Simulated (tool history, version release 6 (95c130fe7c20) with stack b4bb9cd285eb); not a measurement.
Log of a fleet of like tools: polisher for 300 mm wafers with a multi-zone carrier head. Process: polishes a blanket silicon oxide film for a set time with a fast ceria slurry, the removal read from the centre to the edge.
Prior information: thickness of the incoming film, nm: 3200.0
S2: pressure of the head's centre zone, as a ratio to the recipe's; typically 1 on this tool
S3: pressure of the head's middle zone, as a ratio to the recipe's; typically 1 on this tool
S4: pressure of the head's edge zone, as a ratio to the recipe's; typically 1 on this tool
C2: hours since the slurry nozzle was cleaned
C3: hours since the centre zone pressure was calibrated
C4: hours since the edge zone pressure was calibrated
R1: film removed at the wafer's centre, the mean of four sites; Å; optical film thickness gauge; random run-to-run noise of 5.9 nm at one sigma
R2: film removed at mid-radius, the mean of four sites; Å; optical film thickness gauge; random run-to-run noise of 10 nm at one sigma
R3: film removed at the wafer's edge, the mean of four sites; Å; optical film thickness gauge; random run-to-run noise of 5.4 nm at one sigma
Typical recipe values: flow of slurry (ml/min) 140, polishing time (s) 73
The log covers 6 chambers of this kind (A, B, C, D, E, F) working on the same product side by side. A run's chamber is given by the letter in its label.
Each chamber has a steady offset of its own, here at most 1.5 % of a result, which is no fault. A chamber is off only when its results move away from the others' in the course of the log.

Run 1B, hour 6.8: usual settings; wafers polished on this pad 917; C2 210.8; C3 158.5; C4 696.9. Result: R1 7281.3 Å, R2 7517.9 Å, R3 7351.6 Å.
At hour 10: chamber A: worn pad replaced by a new one.
Run 2D, hour 14.3: usual settings; wafers polished on this pad 574; C2 186.9; C3 53.1; C4 348.1. Result: R1 7306.7 Å, R2 7299.9 Å, R3 7362.4 Å.
At hour 20.7: chamber E: edge zone pressure recalibrated.
Run 3C, hour 28: usual settings; wafers polished on this pad 577; C2 293.6; C3 88.2; C4 748.6. Result: R1 7386.8 Å, R2 7482.9 Å, R3 7365.9 Å.
At hour 28.9: chamber F: worn pad replaced by a new one.
Run 4A, hour 41.8: usual settings; wafers polished on this pad 253; C2 151.5; C3 204.6; C4 117.3. Result: R1 7376 Å, R2 7381.6 Å, R3 7221.3 Å.
At hour 46.5: chamber E: worn pad replaced by a new one.
Run 5F, hour 49.7: usual settings but flow of slurry (ml/min) 110; wafers polished on this pad 166; C2 186.6; C3 191.6; C4 154.4. Result: R1 6791.1 Å, R2 7120.3 Å, R3 7122.3 Å.
At hour 51.1: chamber C: worn pad replaced by a new one.
Run 6E, hour 59.6: usual settings but flow of slurry (ml/min) 110; wafers polished on this pad 104; C2 241.4; C3 623; C4 38.9. Result: R1 6857.7 Å, R2 6844.7 Å, R3 7067 Å.
At hour 60.1: chamber E: slurry nozzle cleaned.
At hour 65.6: chamber D: worn pad replaced by a new one.
Run 7D, hour 72.1: usual settings but flow of slurry (ml/min) 110; wafers polished on this pad 52; C2 244.7; C3 110.9; C4 405.9. Result: R1 6846.1 Å, R2 6795.3 Å, R3 7117.3 Å.
At hour 73: chamber F: slurry nozzle cleaned.
At hour 77.6: chamber B: worn pad replaced by a new one.
Run 8E, hour 81.3: usual settings but flow of slurry (ml/min) 110; wafers polished on this pad 277; C2 21.3; C3 644.7; C4 60.6. Result: R1 6894.4 Å, R2 6915.4 Å, R3 7138.6 Å.
At hour 84.3: chamber C: edge zone pressure recalibrated.
Run 9A, hour 91.9: usual settings but flow of slurry (ml/min) 110; wafers polished on this pad 652; C2 201.6; C3 254.7; C4 167.4. Result: R1 7010.2 Å, R2 6957.8 Å, R3 7019.6 Å.
At hour 92.7: chamber A: worn pad replaced by a new one.
Run 10B, hour 102.8: usual settings but flow of slurry (ml/min) 110; wafers polished on this pad 200; C2 306.8; C3 254.5; C4 792.9. Result: R1 6845.5 Å, R2 6856.2 Å, R3 7033.4 Å.
Run 11F, hour 116.5: usual settings; wafers polished on this pad 697; C2 43.6; C3 258.4; C4 221.2. Result: R1 7270.5 Å, R2 7458.7 Å, R3 7328.3 Å.
At hour 122.8: chamber B: centre zone pressure recalibrated.
Run 12C, hour 124.4: usual settings but S2 0.96; wafers polished on this pad 583; C2 390; C3 184.6; C4 40.1. Result: R1 7055 Å, R2 7509.2 Å, R3 7323.3 Å.
At hour 127.2: chamber F: worn pad replaced by a new one.
At hour 130.6: chamber C: worn pad replaced by a new one.
Run 13E, hour 137.4: usual settings but S2 0.96; wafers polished on this pad 724; C2 77.4; C3 700.8; C4 116.7. Result: R1 7041 Å, R2 7226.7 Å, R3 7441.6 Å.
Run 14C, hour 144.5: usual settings but S2 0.96; wafers polished on this pad 111; C2 410.1; C3 204.7; C4 60.2. Result: R1 7028 Å, R2 7530.2 Å, R3 7359.4 Å.
Run 15D, hour 154.6: usual settings but S2 0.96; wafers polished on this pad 708; C2 327.2; C3 193.4; C4 488.4. Result: R1 6972.9 Å, R2 7162.8 Å, R3 7333.5 Å.
Run 16B, hour 161.1: usual settings but S2 0.96; wafers polished on this pad 664; C2 365.1; C3 38.3; C4 851.2. Result: R1 6946.3 Å, R2 7457.3 Å, R3 7177.5 Å.
Run 17F, hour 172.4: usual settings but S2 0.96; wafers polished on this pad 359; C2 99.5; C3 314.3; C4 277.1. Result: R1 7087.7 Å, R2 7601.2 Å, R3 7365.6 Å.
At hour 182.9: chamber D: worn pad replaced by a new one.
Run 18A, hour 184.4: usual settings; wafers polished on this pad 730; C2 294.1; C3 347.2; C4 259.9. Result: R1 7347.8 Å, R2 7206.9 Å, R3 7301.9 Å.
At hour 185.2: chamber A: worn pad replaced by a new one.
Run 19B, hour 194.6: usual settings; wafers polished on this pad 931; C2 398.6; C3 71.8; C4 884.7. Result: R1 7316.9 Å, R2 7268.3 Å, R3 7316.4 Å.
Run 20D, hour 204.2: usual settings; wafers polished on this pad 169; C2 376.8; C3 243; C4 538. Result: R1 7300.1 Å, R2 7210.5 Å, R3 7380 Å.
At hour 204.3: chamber F: worn pad replaced by a new one.
At hour 209.7: chamber D: slurry nozzle cleaned.
At hour 212.9: chamber C: worn pad replaced by a new one.
Run 21E, hour 218.4: usual settings; wafers polished on this pad 1368; C2 158.4; C3 781.8; C4 197.7. Result: R1 7328.7 Å, R2 7368.9 Å, R3 7457.2 Å.
Run 22A, hour 231.6: usual settings; wafers polished on this pad 369; C2 341.3; C3 394.4; C4 307.1. Result: R1 7256.6 Å, R2 7490.9 Å, R3 7281.2 Å.
At hour 234.1: chamber E: worn pad replaced by a new one.
Run 23F, hour 243: usual settings but flow of slurry (ml/min) 175, S3 1.07; wafers polished on this pad 308; C2 170.1; C3 384.9; C4 347.7. Result: R1 7553.5 Å, R2 8224.1 Å, R3 7655 Å.
At hour 252.3: chamber B: edge zone pressure recalibrated.
Run 24C, hour 257.3: usual settings but flow of slurry (ml/min) 175, S3 1.07; wafers polished on this pad 353; C2 522.9; C3 317.5; C4 173. Result: R1 7614.6 Å, R2 8249.7 Å, R3 7519.2 Å.
At hour 259.2: chamber B: worn pad replaced by a new one.
Run 25B, hour 264.9: usual settings but flow of slurry (ml/min) 175, S3 1.07; wafers polished on this pad 45; C2 468.9; C3 142.1; C4 12.7. Result: R1 7566 Å, R2 8114.6 Å, R3 7495.4 Å.
At hour 269.4: chamber F: slurry nozzle cleaned.
Run 26C, hour 275.8: usual settings but flow of slurry (ml/min) 175, S3 1.07; wafers polished on this pad 501; C2 541.4; C3 336; C4 191.5. Result: R1 7714.7 Å, R2 8173.4 Å, R3 7534.4 Å.
Run 27F, hour 283.1: usual settings but flow of slurry (ml/min) 175, S3 1.07; wafers polished on this pad 627; C2 13.8; C3 425; C4 387.8. Result: R1 7670.1 Å, R2 8290.9 Å, R3 7488.3 Å.
At hour 286.2: chamber A: worn pad replaced by a new one.
At hour 289.1: chamber F: worn pad replaced by a new one.
Run 28D, hour 291.2: usual settings but flow of slurry (ml/min) 175, S3 1.07; wafers polished on this pad 862; C2 81.6; C3 330; C4 625. Result: R1 7672.6 Å, R2 8030.9 Å, R3 7601.4 Å.
At hour 296.4: chamber E: slurry nozzle cleaned.
At hour 299.1: chamber C: worn pad replaced by a new one.
Run 29A, hour 302.6: usual settings; wafers polished on this pad 130; C2 412.3; C3 465.4; C4 378.1. Result: R1 7401.7 Å, R2 7483.8 Å, R3 7277.8 Å.
At hour 304: chamber D: worn pad replaced by a new one.
Run 30E, hour 316.2: usual settings; wafers polished on this pad 654; C2 19.8; C3 879.6; C4 295.5. Result: R1 7397.3 Å, R2 7456.5 Å, R3 7374.3 Å.
At hour 322.7: chamber F: centre zone pressure recalibrated.
At hour 327: chamber A: slurry nozzle cleaned.
Run 31C, hour 327.6: usual settings; wafers polished on this pad 227; C2 593.2; C3 387.8; C4 243.3. Result: R1 7295.7 Å, R2 7412.9 Å, R3 7315.4 Å.
At hour 334.2: chamber C: slurry nozzle cleaned.
Run 32F, hour 335: usual settings; wafers polished on this pad 365; C2 65.7; C3 12.3; C4 439.7. Result: R1 7283.3 Å, R2 7338.7 Å, R3 7312.4 Å.
At hour 337: chamber E: edge zone pressure recalibrated.
Run 33A, hour 344.6: usual settings; wafers polished on this pad 465; C2 17.7; C3 507.4; C4 420.1. Result: R1 7415.1 Å, R2 7449.7 Å, R3 7322.5 Å.
Run 34E, hour 351: usual settings but flow of slurry (ml/min) 120, S2 0.91; wafers polished on this pad 931; C2 54.6; C3 914.4; C4 14. Result: R1 6297 Å, R2 7055.2 Å, R3 7283.4 Å.
Run 35B, hour 361.1: usual settings but flow of slurry (ml/min) 120, S2 0.91; wafers polished on this pad 811; C2 565.1; C3 238.3; C4 108.9. Result: R1 6264.8 Å, R2 7033.7 Å, R3 7055.2 Å.
Run 36D, hour 372.3: usual settings but flow of slurry (ml/min) 120, S2 0.91; wafers polished on this pad 544; C2 162.7; C3 411.1; C4 706.1. Result: R1 6315.3 Å, R2 7165.2 Å, R3 7181.7 Å.
At hour 372.7: chamber F: worn pad replaced by a new one.
At hour 375.8: chamber A: worn pad replaced by a new one.
Run 37D, hour 379.3: usual settings but flow of slurry (ml/min) 120, S2 0.91; wafers polished on this pad 600; C2 169.7; C3 418.1; C4 713.1. Result: R1 6343.9 Å, R2 7152.7 Å, R3 7289.4 Å.
Run 38C, hour 386.8: usual settings but flow of slurry (ml/min) 120, S2 0.91; wafers polished on this pad 698; C2 52.6; C3 447; C4 302.5. Result: R1 6387.7 Å, R2 7212.3 Å, R3 7124.9 Å.
At hour 388.7: chamber C: worn pad replaced by a new one.
At hour 394.4: chamber E: worn pad replaced by a new one.
Run 39E, hour 398.3: usual settings but flow of slurry (ml/min) 120, S2 0.91; wafers polished on this pad 31; C2 101.9; C3 961.7; C4 61.3. Result: R1 6465.2 Å, R2 7270.4 Å, R3 7259.7 Å.
Run 40B, hour 408.9: usual settings; wafers polished on this pad 1191; C2 612.9; C3 286.1; C4 156.7. Result: R1 7192.6 Å, R2 7289.5 Å, R3 7278.9 Å.
At hour 414: chamber E: centre zone pressure recalibrated.
Run 41F, hour 416.1: usual settings; wafers polished on this pad 346; C2 146.8; C3 93.4; C4 520.8. Result: R1 7312.5 Å, R2 7551.7 Å, R3 7381.9 Å.
Run 42A, hour 429.2: usual settings but flow of slurry (ml/min) 170, S3 0.96; wafers polished on this pad 425; C2 102.3; C3 592; C4 504.7. Result: R1 7719 Å, R2 7190.5 Å, R3 7507.2 Å.
Run 43E, hour 438.4: usual settings but flow of slurry (ml/min) 170, S3 0.96; wafers polished on this pad 350; C2 142; C3 24.4; C4 101.4. Result: R1 7671.3 Å, R2 7402.9 Å, R3 7533.7 Å.
Run 44C, hour 445.4: usual settings but flow of slurry (ml/min) 170, S3 0.96; wafers polished on this pad 451; C2 111.2; C3 505.6; C4 361.1. Result: R1 7683.2 Å, R2 7288 Å, R3 7618.5 Å.

Is one chamber off against the others, does the gauge drift, or is nothing wrong? If a chamber is off, say which, and what the likeliest cause is.

Neither any chamber nor the gauge drifts; the chambers differ only by their own small, steady offsets.
